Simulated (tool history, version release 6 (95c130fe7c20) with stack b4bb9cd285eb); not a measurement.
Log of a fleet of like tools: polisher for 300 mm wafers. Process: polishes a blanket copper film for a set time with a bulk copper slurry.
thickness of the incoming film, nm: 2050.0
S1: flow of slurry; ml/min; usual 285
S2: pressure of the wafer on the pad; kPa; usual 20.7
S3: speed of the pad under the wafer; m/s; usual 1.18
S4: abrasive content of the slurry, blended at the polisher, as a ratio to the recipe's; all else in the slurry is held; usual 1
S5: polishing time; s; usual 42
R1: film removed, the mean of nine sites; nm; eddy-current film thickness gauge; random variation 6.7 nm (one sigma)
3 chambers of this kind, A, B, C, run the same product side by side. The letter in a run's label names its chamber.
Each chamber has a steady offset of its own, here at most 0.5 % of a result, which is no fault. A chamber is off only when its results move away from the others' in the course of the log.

Run 1B, day 0.304: usual settings. Result: R1 552.52 nm.
Run 2C, day 0.554: usual settings. Result: R1 538.53 nm.
Run 3A, day 0.929: usual settings. Result: R1 547.07 nm.
At day 1.238: chamber B: worn pad replaced by a new one.
Run 4A, day 1.254: usual settings. Result: R1 548.62 nm.
At day 1.462: chamber C: worn pad replaced by a new one.
Run 5B, day 1.579: usual settings. Result: R1 523.41 nm.
At day 1.742: chamber A: worn pad replaced by a new one.
Run 6C, day 1.867: usual settings. Result: R1 535.4 nm.
Run 7B, day 2.125: usual settings. Result: R1 538.58 nm.
Run 8C, day 2.358: usual settings but S2 26.9 kPa, S4 0.9. Result: R1 686.2 nm.
Run 9A, day 2.542: usual settings but S2 26.9 kPa, S4 0.9. Result: R1 695.53 nm.
Run 10A, day 2.804: usual settings but S2 26.9 kPa, S4 0.9. Result: R1 698.33 nm.
At day 2.954: chamber B: slurry nozzle cleaned.
Run 11B, day 3.183: usual settings. Result: R1 538.7 nm.
At day 3.308: chamber B: slurry blender recalibrated.
Run 12C, day 3.408: usual settings. Result: R1 538.08 nm.
At day 3.508: chamber C: worn pad replaced by a new one.
Run 13A, day 3.75: usual settings. Result: R1 553.61 nm.
At day 3.967: chamber C: slurry nozzle cleaned.
At day 3.983: chamber A: worn pad replaced by a new one.
Run 14C, day 3.992: usual settings. Result: R1 533.8 nm.
Run 15B, day 4.204: usual settings. Result: R1 540.16 nm.
At day 4.283: chamber B: worn pad replaced by a new one.
Run 16A, day 4.496: usual settings. Result: R1 557.17 nm.
Run 17C, day 4.742: usual settings. Result: R1 548.47 nm.
Run 18B, day 5.05: usual settings but S4 1.2. Result: R1 558.1 nm.
At day 5.267: chamber C: worn pad replaced by a new one.
Run 19C, day 5.296: usual settings but S4 1.2. Result: R1 554.1 nm.
Run 20A, day 5.479: usual settings but S4 1.2. Result: R1 588.56 nm.
Run 21B, day 5.712: usual settings. Result: R1 544.73 nm.
Run 22C, day 5.946: usual settings but S3 0.88 m/s. Result: R1 408.94 nm.
At day 6.229: chamber A: worn pad replaced by a new one.
Run 23A, day 6.338: usual settings but S3 0.88 m/s. Result: R1 427.14 nm.
At day 6.4: chamber B: head pressure recalibrated.
Run 24B, day 6.642: usual settings but S3 0.88 m/s. Result: R1 403.64 nm.
Run 25A, day 6.912: usual settings but S5 48 s. Result: R1 650.18 nm.
At day 6.954: chamber C: worn pad replaced by a new one.
Run 26C, day 7.133: usual settings but S5 48 s. Result: R1 611.53 nm.
At day 7.229: chamber B: worn pad replaced by a new one.
Run 27B, day 7.325: usual settings but S5 48 s. Result: R1 617.96 nm.
Run 28C, day 7.608: usual settings. Result: R1 533.04 nm.
Run 29A, day 7.933: usual settings. Result: R1 572.14 nm.
At day 8.008: chamber B: slurry blender recalibrated.
Run 30B, day 8.308: usual settings. Result: R1 530.16 nm.
Run 31C, day 8.696: usual settings. Result: R1 520.9 nm.
At day 8.8: chamber A: worn pad replaced by a new one.
Run 32B, day 8.95: usual settings. Result: R1 538.88 nm.
Run 33A, day 9.15: usual settings. Result: R1 579.81 nm.

All 3 chambers run these settings next. Forecast each chamber's results:
Run 34A, day 9.433: usual settings. Result: R1 ?.
Run 34B, day 9.433: usual settings. Result: R1 ?.
Run 34C, day 9.433: usual settings. Result: R1 ?.

run      R1
34A  573.94
34B  543.71
34C  541.08

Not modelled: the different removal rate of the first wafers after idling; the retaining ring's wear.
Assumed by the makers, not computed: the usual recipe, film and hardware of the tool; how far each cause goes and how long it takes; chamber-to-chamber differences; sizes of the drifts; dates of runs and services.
